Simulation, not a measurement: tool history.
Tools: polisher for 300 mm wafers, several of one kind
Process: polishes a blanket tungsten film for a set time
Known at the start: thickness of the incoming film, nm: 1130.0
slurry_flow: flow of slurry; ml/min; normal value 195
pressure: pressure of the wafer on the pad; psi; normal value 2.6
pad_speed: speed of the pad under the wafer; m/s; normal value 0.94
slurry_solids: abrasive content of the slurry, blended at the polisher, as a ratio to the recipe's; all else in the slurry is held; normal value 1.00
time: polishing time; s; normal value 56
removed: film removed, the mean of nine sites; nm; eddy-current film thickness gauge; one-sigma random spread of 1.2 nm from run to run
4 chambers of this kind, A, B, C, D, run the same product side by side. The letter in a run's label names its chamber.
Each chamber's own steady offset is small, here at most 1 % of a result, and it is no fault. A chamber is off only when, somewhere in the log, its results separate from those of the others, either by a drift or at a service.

run   hour  slurry_flow  pressure  pad_speed  slurry_solids  time  removed
 1A    3.6          195       2.6       0.94           1.00    56   182.86
       6.7  -- chamber B: slurry tank refilled with fresh slurry and peroxide
 2B    9.6          195       2.6       0.94           1.00    56   184.84
      13.2  -- chamber D: worn pad replaced by a new one
 3D   14.0          195       2.6       0.94           1.00    56   185.47
 4C   19.2          195       2.6       0.94           1.00    56   181.83
      25.0  -- chamber D: head pressure recalibrated
 5C   25.5          195       2.6       0.94           1.00    56   183.83
      27.4  -- chamber D: slurry tank refilled with fresh slurry and peroxide
 6B   30.1          195       2.6       0.94           1.00    56   183.54
      32.6  -- chamber C: slurry blender recalibrated
 7A   33.5          195       2.6       0.94           1.00    56   180.40
      39.8  -- chamber C: worn pad replaced by a new one
 8D   40.1          195       2.6       0.94           1.00    56   184.15
 9C   43.4          195       2.6       0.94           1.00    56   185.59
      48.2  -- chamber B: worn pad replaced by a new one
10D   48.8          195       2.6       0.94           1.00    56   185.06
11B   55.5          195       2.6       0.94           1.00    56   184.52
      62.5  -- chamber A: slurry blender recalibrated
12A   62.5          195       2.6       0.94           1.00    56   183.94
      66.4  -- chamber B: slurry blender recalibrated
13C   67.4          195       2.6       0.94           1.00    56   184.35
      73.5  -- chamber A: worn pad replaced by a new one
14B   73.9          195       2.6       0.94           1.00    56   184.51
      75.6  -- chamber D: slurry tank refilled with fresh slurry and peroxide
15D   77.4          195       2.6       0.94           0.85    41   128.22
16A   83.1          195       2.6       0.94           0.85    41   128.50
17B   86.5          195       2.6       0.94           0.85    41   127.90
      86.7  -- chamber C: slurry tank refilled with fresh slurry and peroxide
18A   93.6          195       2.6       0.94           0.85    41   127.89
19D   97.6          195       2.6       0.94           1.00    56   182.15
     100.9  -- chamber A: slurry tank refilled with fresh slurry and peroxide
20C  103.5          195       2.6       0.94           1.00    56   183.73
     103.9  -- chamber B: slurry tank refilled with fresh slurry and peroxide
     107.5  -- chamber D: worn pad replaced by a new one
     108.8  -- chamber B: worn pad replaced by a new one
21B  109.3          195       2.6       0.94           1.00    56   186.51
     111.9  -- chamber D: slurry tank refilled with fresh slurry and peroxide
22D  113.5          195       2.6       0.94           1.00    56   178.56
23A  119.0          195       2.6       0.94           1.00    56   184.03
     119.5  -- chamber C: worn pad replaced by a new one
24C  122.7          195       2.6       0.94           1.00    56   184.06
25D  128.5          195       2.6       0.94           1.00    56   179.08
26B  132.2          195       2.6       0.94           1.00    56   184.50
27C  135.5          195       2.6       0.94           1.00    56   185.26
     136.5  -- chamber A: worn pad replaced by a new one
28A  139.1          195       2.6       0.94           1.00    56   182.70
29D  144.3          195       2.6       0.94           1.00    56   177.85
     145.7  -- chamber D: slurry blender recalibrated
30B  150.1          195       2.6       0.94           1.00    56   183.75
     150.8  -- chamber D: slurry tank refilled with fresh slurry and peroxide
31A  156.3          195       2.6       0.94           1.00    56   181.55
32C  161.2          195       2.6       0.94           1.00    56   183.46
33B  165.3          195       2.6       0.94           1.00    56   184.61
     169.7  -- chamber A: head pressure recalibrated
34D  171.2          195       2.6       1.22           1.00    56   226.52
35A  176.6          195       2.6       1.22           1.00    56   238.39

Is one chamber out of step, is the gauge drifting, or do the chambers differ by no more than their own small offsets? For an off chamber, give its letter and the likeliest cause.

It is chamber D that slowly wanders off from its peers.
Most likely cause: slurry flow missing at the pad, % = 28.6.
From this log alone, it may not be told apart from: head's pressure below its setpoint, %.

Which of the 4 candidates below, each the usual settings with something changed and its results left as question marks, puts chamber D back in line with what the other chambers give on the usual settings?
Counts as in line when no further than this from what the other chambers average on the usual settings: removed 4.30 nm
36D-1  182.0          195       2.5       0.94           1.00    56        ?
36D-2  182.0          195       2.5       0.90           1.00    56        ?
36D-3  182.0          195       2.6       0.96           1.00    57        ?
36D-4  182.0          195       2.7       0.96           1.00    58        ?

Average result of the remaining chambers running the usual settings: removed 183.38 nm
  run  removed
36D-1   168.63
36D-2   161.36
36D-3   182.46
36D-4   192.91
36D-3 brings the chamber back in line.
